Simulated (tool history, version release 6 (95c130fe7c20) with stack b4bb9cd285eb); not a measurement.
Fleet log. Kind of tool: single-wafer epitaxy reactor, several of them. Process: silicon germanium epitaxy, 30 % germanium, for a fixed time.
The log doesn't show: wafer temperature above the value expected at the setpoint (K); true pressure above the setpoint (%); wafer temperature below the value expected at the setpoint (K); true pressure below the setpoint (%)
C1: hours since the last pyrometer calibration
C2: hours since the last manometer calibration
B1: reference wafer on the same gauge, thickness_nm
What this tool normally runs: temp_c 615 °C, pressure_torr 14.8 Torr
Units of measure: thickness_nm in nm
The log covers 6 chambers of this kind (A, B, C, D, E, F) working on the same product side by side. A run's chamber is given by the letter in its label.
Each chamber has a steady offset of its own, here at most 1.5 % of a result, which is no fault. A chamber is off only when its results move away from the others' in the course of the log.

Run 1C, hour 4.7: usual settings; C1 663.8; C2 1252.4; B1 81.138. Result: thickness_nm 67.400 nm.
Run 2B, hour 8.3: usual settings; C1 1408.0; C2 753.1; B1 81.053. Result: thickness_nm 69.470 nm.
Run 3D, hour 13.8: usual settings; C1 610.3; C2 629.1; B1 80.980. Result: thickness_nm 68.584 nm.
Run 4A, hour 18.4: usual settings; C1 2129.4; C2 1506.0; B1 81.024. Result: thickness_nm 67.685 nm.
Run 5F, hour 21.6: usual settings; C1 556.2; C2 1234.1; B1 81.176. Result: thickness_nm 68.217 nm.
Run 6E, hour 27.8: usual settings; C1 2567.5; C2 1176.5; B1 81.072. Result: thickness_nm 68.547 nm.
Run 7C, hour 34.3: usual settings; C1 693.4; C2 1282.0; B1 81.218. Result: thickness_nm 68.705 nm.
At hour 35.6: chamber E: capacitance manometer re-zeroed and calibrated.
Run 8D, hour 38.5: usual settings; C1 635.0; C2 653.8; B1 81.038. Result: thickness_nm 68.610 nm.
Run 9E, hour 44.0: usual settings; C1 2583.7; C2 8.5; B1 81.126. Result: thickness_nm 67.948 nm.
Run 10B, hour 48.0: usual settings but temp_c 604 °C, pressure_torr 16.9 Torr; C1 1447.7; C2 792.8; B1 81.224. Result: thickness_nm 59.863 nm.
Run 11A, hour 53.2: usual settings but temp_c 604 °C, pressure_torr 16.9 Torr; C1 2164.2; C2 1540.8; B1 81.079. Result: thickness_nm 59.341 nm.
Run 12F, hour 60.0: usual settings but temp_c 604 °C, pressure_torr 16.9 Torr; C1 594.6; C2 1272.5; B1 81.049. Result: thickness_nm 59.084 nm.
Run 13E, hour 66.9: usual settings but temp_c 604 °C, pressure_torr 16.9 Torr; C1 2606.6; C2 31.4; B1 81.048. Result: thickness_nm 58.501 nm.
Run 14F, hour 71.2: usual settings but temp_c 604 °C, pressure_torr 16.9 Torr; C1 605.8; C2 1283.7; B1 81.029. Result: thickness_nm 59.539 nm.
Run 15C, hour 74.4: usual settings but temp_c 604 °C, pressure_torr 16.9 Torr; C1 733.5; C2 1322.1; B1 81.167. Result: thickness_nm 58.817 nm.
Run 16A, hour 81.4: usual settings; C1 2192.4; C2 1569.0; B1 81.027. Result: thickness_nm 68.626 nm.
Run 17B, hour 88.7: usual settings; C1 1488.4; C2 833.5; B1 81.040. Result: thickness_nm 68.750 nm.
Run 18D, hour 95.9: usual settings; C1 692.4; C2 711.2; B1 81.164. Result: thickness_nm 68.732 nm.
Run 19A, hour 101.0: usual settings; C1 2212.0; C2 1588.6; B1 81.171. Result: thickness_nm 68.037 nm.
Run 20F, hour 104.4: usual settings; C1 639.0; C2 1316.9; B1 81.154. Result: thickness_nm 68.185 nm.
At hour 109.8: chamber E: pyrometer calibrated.
Run 21B, hour 109.9: usual settings; C1 1509.6; C2 854.7; B1 81.215. Result: thickness_nm 68.819 nm.
Run 22C, hour 116.5: usual settings but pressure_torr 17.1 Torr; C1 775.6; C2 1364.2; B1 81.121. Result: thickness_nm 72.660 nm.
Run 23E, hour 121.5: usual settings but pressure_torr 17.1 Torr; C1 11.7; C2 86.0; B1 81.109. Result: thickness_nm 76.941 nm.
Run 24D, hour 128.4: usual settings but pressure_torr 17.1 Torr; C1 724.9; C2 743.7; B1 81.288. Result: thickness_nm 72.611 nm.
Run 25C, hour 133.2: usual settings but pressure_torr 17.1 Torr; C1 792.3; C2 1380.9; B1 81.029. Result: thickness_nm 71.674 nm.
Run 26E, hour 138.4: usual settings but pressure_torr 17.1 Torr; C1 28.6; C2 102.9; B1 81.160. Result: thickness_nm 76.572 nm.
Run 27A, hour 145.2: usual settings but pressure_torr 17.1 Torr; C1 2256.2; C2 1632.8; B1 81.056. Result: thickness_nm 71.724 nm.
Run 28B, hour 151.9: usual settings but pressure_torr 12.0 Torr; C1 1551.6; C2 896.7; B1 81.034. Result: thickness_nm 63.117 nm.
Run 29D, hour 155.2: usual settings but pressure_torr 12.0 Torr; C1 751.7; C2 770.5; B1 81.154. Result: thickness_nm 62.799 nm.
Run 30F, hour 159.6: usual settings but pressure_torr 12.0 Torr; C1 694.2; C2 1372.1; B1 81.183. Result: thickness_nm 63.095 nm.
Run 31A, hour 164.1: usual settings but pressure_torr 12.0 Torr; C1 2275.1; C2 1651.7; B1 81.137. Result: thickness_nm 62.908 nm.
Run 32D, hour 167.7: usual settings but pressure_torr 12.0 Torr; C1 764.2; C2 783.0; B1 81.076. Result: thickness_nm 62.856 nm.
Run 33F, hour 174.6: usual settings but pressure_torr 12.0 Torr; C1 709.2; C2 1387.1; B1 80.972. Result: thickness_nm 62.961 nm.
Run 34C, hour 178.4: usual settings; C1 837.5; C2 1426.1; B1 81.125. Result: thickness_nm 68.448 nm.
Run 35B, hour 185.2: usual settings but temp_c 629 °C; C1 1584.9; C2 930.0; B1 80.940. Result: thickness_nm 87.917 nm.
Run 36E, hour 191.7: usual settings but temp_c 629 °C; C1 81.9; C2 156.2; B1 81.111. Result: thickness_nm 91.544 nm.

Does one chamber stand apart from the rest, does the shared gauge drift, or is all well apart from small per-chamber offsets? Give the chamber and the most likely cause, where there is one.

The work done on chamber E during a service left it standing apart from the others.
Most likely cause: wafer temperature above the value expected at the setpoint (K) = 3.75.

Which of the 4 candidates below, each the usual settings with something changed and its results left as question marks, puts chamber E back in line with what the other chambers give on the usual settings?
Counts as in line when no further than this from what the other chambers average on the usual settings: thickness_nm 1.300 nm
Run 37E-1, hour 197.0: usual settings but temp_c 614 °C. Result: thickness_nm ?.
Run 37E-2, hour 197.0: usual settings but pressure_torr 15.5 Torr. Result: thickness_nm ?.
Run 37E-3, hour 197.0: usual settings but temp_c 612 °C, pressure_torr 14.5 Torr. Result: thickness_nm ?.
Run 37E-4, hour 197.0: usual settings but pressure_torr 16.9 Torr. Result: thickness_nm ?.

Average result of the remaining chambers running the usual settings: thickness_nm 68.383 nm
  run  thickness_nm
37E-1        70.991
37E-2        73.599
37E-3        67.968
37E-4        76.187
The answer is 37E-3, which returns the chamber to within the allowed miss of the others.
